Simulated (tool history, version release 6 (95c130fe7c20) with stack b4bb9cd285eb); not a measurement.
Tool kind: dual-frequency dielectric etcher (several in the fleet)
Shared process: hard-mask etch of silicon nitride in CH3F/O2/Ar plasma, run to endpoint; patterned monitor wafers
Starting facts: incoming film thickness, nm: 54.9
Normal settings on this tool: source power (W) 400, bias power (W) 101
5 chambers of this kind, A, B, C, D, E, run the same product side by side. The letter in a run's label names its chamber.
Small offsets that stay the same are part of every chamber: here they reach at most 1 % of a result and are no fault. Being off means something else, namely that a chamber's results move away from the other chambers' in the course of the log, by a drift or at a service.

{"run": "1C", "hour": 7.4, "source power (W)": 400, "bias power (W)": 101, "endpoint time (s)": 70.808}
{"run": "2D", "hour": 12.7, "source power (W)": 400, "bias power (W)": 101, "endpoint time (s)": 70.767}
{"run": "3E", "hour": 19.8, "source power (W)": 400, "bias power (W)": 101, "endpoint time (s)": 70.542}
{"run": "4B", "hour": 27.8, "source power (W)": 400, "bias power (W)": 101, "endpoint time (s)": 69.933}
{"run": "5A", "hour": 34.7, "source power (W)": 400, "bias power (W)": 101, "endpoint time (s)": 71.002}
{"run": "6A", "hour": 44.4, "source power (W)": 400, "bias power (W)": 111, "endpoint time (s)": 68.457}
{"run": "7D", "hour": 52.1, "source power (W)": 400, "bias power (W)": 111, "endpoint time (s)": 68.598}
{"run": "8C", "hour": 60.3, "source power (W)": 400, "bias power (W)": 111, "endpoint time (s)": 67.93}
{"run": "9E", "hour": 66.1, "source power (W)": 400, "bias power (W)": 111, "endpoint time (s)": 67.945}
{"run": "10B", "hour": 76.4, "source power (W)": 400, "bias power (W)": 111, "endpoint time (s)": 67.262}
{"hour": 77.1, "done": "chamber B: wet clean of the chamber"}
{"run": "11A", "hour": 82.0, "source power (W)": 400, "bias power (W)": 101, "endpoint time (s)": 71.235}
{"run": "12B", "hour": 92.1, "source power (W)": 400, "bias power (W)": 101, "endpoint time (s)": 69.931}
{"run": "13C", "hour": 102.3, "source power (W)": 400, "bias power (W)": 101, "endpoint time (s)": 70.175}
{"run": "14E", "hour": 107.8, "source power (W)": 400, "bias power (W)": 101, "endpoint time (s)": 70.092}
{"run": "15D", "hour": 117.4, "source power (W)": 440, "bias power (W)": 81, "endpoint time (s)": 74.009}
{"run": "16B", "hour": 124.0, "source power (W)": 440, "bias power (W)": 81, "endpoint time (s)": 72.656}
{"run": "17A", "hour": 133.1, "source power (W)": 440, "bias power (W)": 81, "endpoint time (s)": 73.946}
{"run": "18E", "hour": 143.6, "source power (W)": 440, "bias power (W)": 81, "endpoint time (s)": 73.369}
{"run": "19D", "hour": 150.5, "source power (W)": 440, "bias power (W)": 81, "endpoint time (s)": 74.277}
{"run": "20C", "hour": 156.4, "source power (W)": 330, "bias power (W)": 101, "endpoint time (s)": 75.212}
{"run": "21D", "hour": 166.2, "source power (W)": 330, "bias power (W)": 101, "endpoint time (s)": 77.035}
{"run": "22E", "hour": 176.6, "source power (W)": 330, "bias power (W)": 101, "endpoint time (s)": 75.588}
{"run": "23C", "hour": 181.9, "source power (W)": 330, "bias power (W)": 101, "endpoint time (s)": 75.743}
{"run": "24B", "hour": 190.1, "source power (W)": 330, "bias power (W)": 101, "endpoint time (s)": 75.065}
{"run": "25A", "hour": 199.7, "source power (W)": 400, "bias power (W)": 101, "endpoint time (s)": 70.405}
{"run": "26D", "hour": 205.6, "source power (W)": 400, "bias power (W)": 101, "endpoint time (s)": 71.837}
{"run": "27B", "hour": 214.3, "source power (W)": 400, "bias power (W)": 101, "endpoint time (s)": 70.199}
{"run": "28C", "hour": 223.6, "source power (W)": 400, "bias power (W)": 101, "endpoint time (s)": 70.364}
{"run": "29A", "hour": 232.8, "source power (W)": 400, "bias power (W)": 101, "endpoint time (s)": 70.59}
{"run": "30E", "hour": 243.7, "source power (W)": 470, "bias power (W)": 77, "endpoint time (s)": 72.678}
{"run": "31B", "hour": 251.2, "source power (W)": 470, "bias power (W)": 77, "endpoint time (s)": 72.294}
{"run": "32A", "hour": 258.4, "source power (W)": 470, "bias power (W)": 77, "endpoint time (s)": 73.047}
{"run": "33D", "hour": 264.2, "source power (W)": 470, "bias power (W)": 77, "endpoint time (s)": 74.647}
{"run": "34E", "hour": 274.7, "source power (W)": 470, "bias power (W)": 77, "endpoint time (s)": 72.861}
{"hour": 279.5, "done": "chamber C: wet clean of the chamber"}
{"run": "35C", "hour": 281.5, "source power (W)": 400, "bias power (W)": 101, "endpoint time (s)": 69.898}
{"run": "36E", "hour": 292.5, "source power (W)": 400, "bias power (W)": 101, "endpoint time (s)": 69.867}
{"hour": 294.0, "done": "chamber A: wet clean of the chamber"}
{"run": "37C", "hour": 300.5, "source power (W)": 400, "bias power (W)": 101, "endpoint time (s)": 70.354}
{"run": "38A", "hour": 306.2, "source power (W)": 400, "bias power (W)": 101, "endpoint time (s)": 71.224}
{"run": "39D", "hour": 313.8, "source power (W)": 400, "bias power (W)": 101, "endpoint time (s)": 73.026}

Has any chamber moved away from the others, gradually or after a service, or does the common gauge drift, or do the chambers differ only by their own small steady offsets? State the chamber and the most likely cause if one applies.

One chamber, D, drifts off from the rest bit by bit.
Likeliest cause: etch rate under this chamber's usual, % = 2.95.

Here are 4 candidates for chamber D's next run, each the usual settings with a change, their results left as question marks. Which one brings its results back in line with what the others give on the usual settings?
In line here means within this much of the mean the other chambers give on the usual settings: endpoint time (s) 0.870
{"run": "40D-1", "hour": 321.8, "source power (W)": 400, "bias power (W)": 83, "endpoint time (s)": "?"}
{"run": "40D-2", "hour": 321.8, "source power (W)": 440, "bias power (W)": 110, "endpoint time (s)": "?"}
{"run": "40D-3", "hour": 321.8, "source power (W)": 420, "bias power (W)": 106, "endpoint time (s)": "?"}
{"run": "40D-4", "hour": 321.8, "source power (W)": 360, "bias power (W)": 101, "endpoint time (s)": "?"}

On the usual settings, the other chambers give on average: endpoint time (s) 70.263
run=40D-1 endpoint_time_(s)=78.052
run=40D-2 endpoint_time_(s)=68.109
run=40D-3 endpoint_time_(s)=70.246
run=40D-4 endpoint_time_(s)=75.739
The right change is 40D-3: it brings the chamber back within the allowed miss of the others.
